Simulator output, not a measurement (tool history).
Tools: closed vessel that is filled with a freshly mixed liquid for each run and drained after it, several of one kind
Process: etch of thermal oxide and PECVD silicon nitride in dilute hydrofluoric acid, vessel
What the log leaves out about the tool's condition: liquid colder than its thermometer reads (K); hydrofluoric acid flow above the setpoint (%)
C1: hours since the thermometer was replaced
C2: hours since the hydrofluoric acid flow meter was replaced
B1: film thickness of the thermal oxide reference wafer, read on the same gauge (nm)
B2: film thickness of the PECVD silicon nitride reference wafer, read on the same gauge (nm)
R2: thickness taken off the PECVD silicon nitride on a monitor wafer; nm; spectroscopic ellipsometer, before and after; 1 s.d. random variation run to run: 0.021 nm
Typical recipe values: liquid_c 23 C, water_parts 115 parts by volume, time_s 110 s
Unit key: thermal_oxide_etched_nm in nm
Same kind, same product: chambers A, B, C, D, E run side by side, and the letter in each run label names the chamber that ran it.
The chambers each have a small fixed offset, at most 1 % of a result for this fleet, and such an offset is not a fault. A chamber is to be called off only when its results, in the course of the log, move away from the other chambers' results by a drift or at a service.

Run 1C, hour 6.7: usual settings; C1 137.4; C2 547.6; B1 79.979; B2 80.013. Result: thermal_oxide_etched_nm 4.3416 nm, R2 1.5296 nm.
Run 2A, hour 20.8: usual settings; C1 1325.4; C2 405.9; B1 79.997; B2 80. Result: thermal_oxide_etched_nm 4.276 nm, R2 1.5142 nm.
Run 3B, hour 27.9: usual settings; C1 397; C2 590.3; B1 80.013; B2 80.011. Result: thermal_oxide_etched_nm 4.2502 nm, R2 1.5561 nm.
Run 4E, hour 39.2: usual settings; C1 727.6; C2 1277.6; B1 80.018; B2 80.013. Result: thermal_oxide_etched_nm 4.2859 nm, R2 1.5494 nm.
Run 5D, hour 47: usual settings; C1 470.9; C2 244.3; B1 79.987; B2 79.992. Result: thermal_oxide_etched_nm 4.2867 nm, R2 1.5152 nm.
Run 6C, hour 55.5: usual settings; C1 186.2; C2 596.4; B1 80.003; B2 80.012. Result: thermal_oxide_etched_nm 4.3492 nm, R2 1.5139 nm.
Run 7A, hour 62.6: usual settings; C1 1367.2; C2 447.7; B1 80.003; B2 79.979. Result: thermal_oxide_etched_nm 4.256 nm, R2 1.5522 nm.
Run 8E, hour 72.4: usual settings; C1 760.8; C2 1310.8; B1 80.012; B2 80.008. Result: thermal_oxide_etched_nm 4.2753 nm, R2 1.5395 nm.
Run 9B, hour 85.6: usual settings but time_s 155 s; C1 454.7; C2 648; B1 80.005; B2 79.992. Result: thermal_oxide_etched_nm 6.0674 nm, R2 2.1339 nm.
Run 10D, hour 99.9: usual settings but time_s 155 s; C1 523.8; C2 297.2; B1 79.998; B2 79.998. Result: thermal_oxide_etched_nm 6.0065 nm, R2 2.1785 nm.
Run 11A, hour 110: usual settings but time_s 155 s; C1 1414.6; C2 495.1; B1 79.998; B2 80.021. Result: thermal_oxide_etched_nm 6.0505 nm, R2 2.1949 nm.
Run 12E, hour 121.2: usual settings but time_s 155 s; C1 809.6; C2 1359.6; B1 79.988; B2 80.008. Result: thermal_oxide_etched_nm 6.0347 nm, R2 2.1748 nm.
Run 13B, hour 131: usual settings but time_s 155 s; C1 500.1; C2 693.4; B1 79.98; B2 79.996. Result: thermal_oxide_etched_nm 6.0204 nm, R2 2.2072 nm.
Run 14C, hour 145.5: usual settings but liquid_c 27 C, time_s 55 s; C1 276.2; C2 686.4; B1 80; B2 80.007. Result: thermal_oxide_etched_nm 2.508 nm, R2 1.0115 nm.
Run 15D, hour 158.2: usual settings but liquid_c 27 C, time_s 55 s; C1 582.1; C2 355.5; B1 79.992; B2 80.017. Result: thermal_oxide_etched_nm 2.5163 nm, R2 0.97485 nm.
Run 16D, hour 169.3: usual settings but liquid_c 27 C, time_s 55 s; C1 593.2; C2 366.6; B1 80.006; B2 80.022. Result: thermal_oxide_etched_nm 2.4663 nm, R2 0.95362 nm.
Run 17C, hour 179: usual settings but liquid_c 27 C, time_s 55 s; C1 309.7; C2 719.9; B1 79.992; B2 79.974. Result: thermal_oxide_etched_nm 2.5223 nm, R2 0.99756 nm.
Run 18E, hour 188.5: usual settings but liquid_c 27 C, time_s 55 s; C1 876.9; C2 1426.9; B1 79.99; B2 80.006. Result: thermal_oxide_etched_nm 2.5145 nm, R2 1.0082 nm.
Run 19B, hour 201.4: usual settings; C1 570.5; C2 763.8; B1 80.012; B2 80.007. Result: thermal_oxide_etched_nm 4.2628 nm, R2 1.5213 nm.
Run 20A, hour 212.3: usual settings; C1 1516.9; C2 597.4; B1 79.986; B2 80.001. Result: thermal_oxide_etched_nm 4.2754 nm, R2 1.5094 nm.
Run 21A, hour 220: usual settings; C1 1524.6; C2 605.1; B1 80.021; B2 80.007. Result: thermal_oxide_etched_nm 4.2898 nm, R2 1.5022 nm.
Run 22E, hour 234.8: usual settings; C1 923.2; C2 1473.2; B1 79.977; B2 79.982. Result: thermal_oxide_etched_nm 4.3043 nm, R2 1.5175 nm.
Run 23B, hour 246.4: usual settings; C1 615.5; C2 808.8; B1 80.015; B2 79.985. Result: thermal_oxide_etched_nm 4.2802 nm, R2 1.522 nm.
Run 24D, hour 258.7: usual settings but water_parts 65 parts by volume, time_s 150 s; C1 682.6; C2 456; B1 80.01; B2 79.994. Result: thermal_oxide_etched_nm 10.945 nm, R2 3.4835 nm.
Run 25C, hour 267.9: usual settings but water_parts 65 parts by volume, time_s 150 s; C1 398.6; C2 808.8; B1 79.992; B2 79.996. Result: thermal_oxide_etched_nm 11.075 nm, R2 3.5944 nm.
Run 26D, hour 275.8: usual settings but water_parts 65 parts by volume, time_s 150 s; C1 699.7; C2 473.1; B1 80.015; B2 79.987. Result: thermal_oxide_etched_nm 10.874 nm, R2 3.5138 nm.
Run 27B, hour 289.1: usual settings but water_parts 65 parts by volume, time_s 150 s; C1 658.2; C2 851.5; B1 80.002; B2 80.015. Result: thermal_oxide_etched_nm 10.936 nm, R2 3.6514 nm.
Run 28C, hour 299.8: usual settings but water_parts 65 parts by volume, time_s 150 s; C1 430.5; C2 840.7; B1 79.99; B2 79.98. Result: thermal_oxide_etched_nm 11.112 nm, R2 3.675 nm.
Run 29A, hour 312.9: usual settings; C1 1617.5; C2 698; B1 79.973; B2 80.001. Result: thermal_oxide_etched_nm 4.2513 nm, R2 1.5755 nm.
Run 30E, hour 319.6: usual settings but water_parts 75 parts by volume, time_s 55 s; C1 1008; C2 1558; B1 80.027; B2 80.007. Result: thermal_oxide_etched_nm 3.4629 nm, R2 1.1683 nm.

What goes on in this fleet: one chamber off, a drifting gauge, or nothing beyond the chambers' own small offsets? Name the chamber and the cause, if any.

One chamber, D, drifts off from the rest bit by bit.
Cause: liquid colder than its thermometer reads (K) = 0.95.

Here are 4 candidates for chamber D's next run, each the usual settings with a change, their results left as question marks. Which one brings its results back in line with what the others give on the usual settings?
To be in line, a result may differ from the other chambers' mean on the usual settings by at most: thermal_oxide_etched_nm 0.084 nm; R2 0.074 nm
Run 31D-1, hour 330.5: usual settings but liquid_c 25 C, water_parts 120 parts by volume, time_s 115 s. Result: thermal_oxide_etched_nm ?, R2 ?.
Run 31D-2, hour 330.5: usual settings but liquid_c 21 C, water_parts 110 parts by volume, time_s 105 s. Result: thermal_oxide_etched_nm ?, R2 ?.
Run 31D-3, hour 330.5: usual settings but liquid_c 24 C, water_parts 120 parts by volume, time_s 115 s. Result: thermal_oxide_etched_nm ?, R2 ?.
Run 31D-4, hour 330.5: usual settings but liquid_c 22 C, water_parts 110 parts by volume, time_s 105 s. Result: thermal_oxide_etched_nm ?, R2 ?.

Average result of the remaining chambers running the usual settings: thermal_oxide_etched_nm 4.2985 nm; R2 1.5338 nm
  run  thermal_oxide_etched_nm      R2
31D-1                   4.4567  1.6322
31D-2                   3.8286  1.2429
31D-3                   4.2837  1.5276
31D-4                   3.9873  1.3297
With 31D-3, the chamber falls back in line with the rest.
